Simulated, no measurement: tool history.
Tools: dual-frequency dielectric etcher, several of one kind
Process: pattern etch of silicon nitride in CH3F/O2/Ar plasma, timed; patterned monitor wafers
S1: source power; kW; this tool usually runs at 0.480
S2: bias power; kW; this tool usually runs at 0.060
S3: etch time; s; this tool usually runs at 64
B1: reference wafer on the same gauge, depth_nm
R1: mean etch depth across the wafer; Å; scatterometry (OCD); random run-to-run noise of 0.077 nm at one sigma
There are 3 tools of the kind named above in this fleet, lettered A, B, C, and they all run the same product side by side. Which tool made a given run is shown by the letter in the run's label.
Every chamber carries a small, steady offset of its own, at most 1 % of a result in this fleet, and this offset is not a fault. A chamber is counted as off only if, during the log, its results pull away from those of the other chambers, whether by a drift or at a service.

{"run": "1B", "hour": 4.6, "S1": 0.48, "S2": 0.06, "S3": 64, "B1": 44.098, "R1": 456.01}
{"run": "2C", "hour": 9.6, "S1": 0.48, "S2": 0.06, "S3": 64, "B1": 44.117, "R1": 451.02}
{"run": "3A", "hour": 17.1, "S1": 0.48, "S2": 0.06, "S3": 64, "B1": 44.141, "R1": 451.26}
{"run": "4B", "hour": 22.2, "S1": 0.48, "S2": 0.06, "S3": 64, "B1": 44.143, "R1": 456.39}
{"run": "5C", "hour": 30.6, "S1": 0.48, "S2": 0.06, "S3": 64, "B1": 44.165, "R1": 451.6}
{"run": "6A", "hour": 35.7, "S1": 0.48, "S2": 0.06, "S3": 64, "B1": 44.188, "R1": 452.13}
{"run": "7B", "hour": 42.4, "S1": 0.48, "S2": 0.06, "S3": 64, "B1": 44.182, "R1": 457.08}
{"run": "8A", "hour": 52.0, "S1": 0.48, "S2": 0.06, "S3": 64, "B1": 44.204, "R1": 453.19}
{"run": "9C", "hour": 58.7, "S1": 0.48, "S2": 0.06, "S3": 64, "B1": 44.227, "R1": 450.89}
{"run": "10C", "hour": 64.2, "S1": 0.48, "S2": 0.067, "S3": 64, "B1": 44.228, "R1": 469.16}
{"run": "11A", "hour": 69.9, "S1": 0.48, "S2": 0.067, "S3": 64, "B1": 44.261, "R1": 468.71}
{"run": "12B", "hour": 76.7, "S1": 0.48, "S2": 0.067, "S3": 64, "B1": 44.243, "R1": 475.03}
{"hour": 78.2, "done": "chamber A: wet clean of the chamber"}
{"run": "13C", "hour": 85.7, "S1": 0.48, "S2": 0.06, "S3": 64, "B1": 44.281, "R1": 451.86}
{"run": "14B", "hour": 91.3, "S1": 0.48, "S2": 0.06, "S3": 64, "B1": 44.289, "R1": 458.33}
{"hour": 100.8, "done": "chamber B: wet clean of the chamber"}
{"run": "15A", "hour": 101.0, "S1": 0.48, "S2": 0.06, "S3": 64, "B1": 44.309, "R1": 453.02}
{"hour": 108.4, "done": "chamber C: wet clean of the chamber"}
{"run": "16C", "hour": 110.0, "S1": 0.48, "S2": 0.06, "S3": 64, "B1": 44.333, "R1": 452.39}
{"run": "17A", "hour": 117.8, "S1": 0.48, "S2": 0.06, "S3": 64, "B1": 44.34, "R1": 453.71}
{"run": "18B", "hour": 124.4, "S1": 0.48, "S2": 0.06, "S3": 64, "B1": 44.35, "R1": 457.42}
{"run": "19C", "hour": 130.5, "S1": 0.48, "S2": 0.06, "S3": 64, "B1": 44.345, "R1": 453.83}
{"run": "20B", "hour": 136.7, "S1": 0.48, "S2": 0.06, "S3": 64, "B1": 44.375, "R1": 458.83}
{"run": "21A", "hour": 141.1, "S1": 0.48, "S2": 0.06, "S3": 64, "B1": 44.383, "R1": 453.32}
{"run": "22B", "hour": 145.2, "S1": 0.42, "S2": 0.06, "S3": 54, "B1": 44.412, "R1": 368.43}
{"run": "23A", "hour": 149.5, "S1": 0.42, "S2": 0.06, "S3": 54, "B1": 44.411, "R1": 364.76}

All chambers now run identical settings, listed one chamber a line with results as question marks. What results will each chamber show?
{"run": "24A", "hour": 156.4, "S1": 0.48, "S2": 0.06, "S3": 64, "R1": "?"}
{"run": "24B", "hour": 156.4, "S1": 0.48, "S2": 0.06, "S3": 64, "R1": "?"}
{"run": "24C", "hour": 156.4, "S1": 0.48, "S2": 0.06, "S3": 64, "R1": "?"}

run=24A R1=452.48
run=24B R1=461.78
run=24C R1=453.94
